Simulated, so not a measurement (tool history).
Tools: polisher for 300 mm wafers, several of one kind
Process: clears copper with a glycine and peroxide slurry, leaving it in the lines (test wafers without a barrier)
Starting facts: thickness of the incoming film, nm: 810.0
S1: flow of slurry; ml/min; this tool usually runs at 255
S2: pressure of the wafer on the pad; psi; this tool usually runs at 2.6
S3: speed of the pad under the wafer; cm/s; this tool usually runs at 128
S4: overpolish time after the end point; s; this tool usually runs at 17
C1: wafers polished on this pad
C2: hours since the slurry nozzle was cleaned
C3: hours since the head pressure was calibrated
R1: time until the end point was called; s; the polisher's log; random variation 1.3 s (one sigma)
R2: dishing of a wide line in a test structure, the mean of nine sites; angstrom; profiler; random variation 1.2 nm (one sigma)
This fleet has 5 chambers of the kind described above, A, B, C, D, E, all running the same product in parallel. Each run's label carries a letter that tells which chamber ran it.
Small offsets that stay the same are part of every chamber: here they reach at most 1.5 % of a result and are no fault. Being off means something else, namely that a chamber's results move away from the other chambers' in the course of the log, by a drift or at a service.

run   hour   S1   S2   S3  S4    C1     C2     C3      R1      R2
 1D    6.3  255  2.6  128  17   600  441.7  778.3  130.12  621.26
 2A   17.6  255  2.6  128  17   831  726.1    113  132.54   650.7
 3E   23.4  255  2.6  128  17   590  330.2  295.5  131.59  623.04
 4B   29.4  255  2.6  128  17  1436  379.5  315.8  131.74  619.58
        34  -- chamber C: slurry nozzle cleaned
        36  -- chamber B: worn pad replaced by a new one
 5C   36.3  190  2.6  102  17   521    2.4  178.3  164.03  525.22
 6B   44.1  190  2.6  102  17    36  394.2  330.5  160.32   543.1
 7D   49.6  190  2.6  102  17   797    485  821.6  159.38  551.01
 8C     59  190  2.6  102  17   624   25.1    201  166.35   525.1
      60.4  -- chamber A: slurry nozzle cleaned
 9A   70.1  190  2.6  102  17  1070    9.7  165.5  163.72  545.31
      73.7  -- chamber E: head pressure recalibrated
10E   78.5  255  2.6  128  17   840  385.3    4.9  129.31   620.3
      79.2  -- chamber A: worn pad replaced by a new one
      79.9  -- chamber D: slurry nozzle cleaned
11C   85.1  255  2.3  128  17   743   51.2  227.1  146.53  579.29
      88.3  -- chamber C: worn pad replaced by a new one
12A   90.9  255  2.3  128  17    53   30.5  186.3  145.71  583.17
13E   98.8  255  2.3  128  17   933  405.6   25.2  146.41  572.76
     104.3  -- chamber B: slurry nozzle cleaned
14D  107.3  255  2.3  128  17  1060   27.5  879.3  147.58  564.73
       112  -- chamber E: worn pad replaced by a new one
15B  117.1  255  2.3  128  17   369   12.8  403.5  142.89  577.71
16B  123.7  255  2.6  128  17   399   19.4  410.1  131.59  610.71
17D  134.3  255  2.6  128  17  1183   54.5  906.3  132.88  615.53
18A  141.5  255  2.6  128  17   284   81.1  236.9  129.03  633.99
19E  152.2  255  2.6  128  17   183    459   78.6  129.81  622.11
20C  162.2  255  2.6  128  17   336  128.3  304.2  129.63  645.28
21A  172.5  255  2.6  128  17   425  112.1  267.9  132.21  638.24
22E  181.2  255  2.6  128  17   315    488  107.6  131.56  626.16
23C  190.7  255  2.6  128  17   466  156.8  332.7  129.75  628.61
24D  197.8  255  2.6  128  17  1472    118  969.8  134.08  604.74
25B  204.9  255  2.6  128  17   769  100.6  491.3  129.78  644.93
26E  211.8  255  2.6  128  17   454  518.6  138.2  130.56  612.23
27D  221.3  255  2.6  128  17  1579  141.5  993.3  135.01  616.37
     227.6  -- chamber D: head pressure recalibrated
28B  232.7  255  2.6  128  17   895  128.4  519.1  130.52  637.56
29A  238.2  255  2.6  128  17   724  177.8  333.6  132.06  639.81
30C  246.3  255  2.6  128  17   719  212.4  388.3  131.14  652.12
31A  254.5  255  2.6  128  17   798  194.1  349.9  128.76  616.44
32C  266.1  255  2.6  128  17   809  232.2  408.1  132.24  624.71
33D  276.1  255  2.6  128  17  1829  196.3   48.5   142.3  584.87

All chambers now run identical settings, listed one chamber a line with results as question marks. What results will each chamber show?
34A  285.1  255  2.6  128  17               ?   ?
34B  285.1  255  2.6  128  17               ?   ?
34C  285.1  255  2.6  128  17               ?   ?
34D  285.1  255  2.6  128  17               ?   ?
34E  285.1  255  2.6  128  17               ?   ?

run      R1      R2
34A  130.19   612.4
34B   128.6  645.48
34C  130.35  631.95
34D  142.84  615.72
34E  130.89  650.76
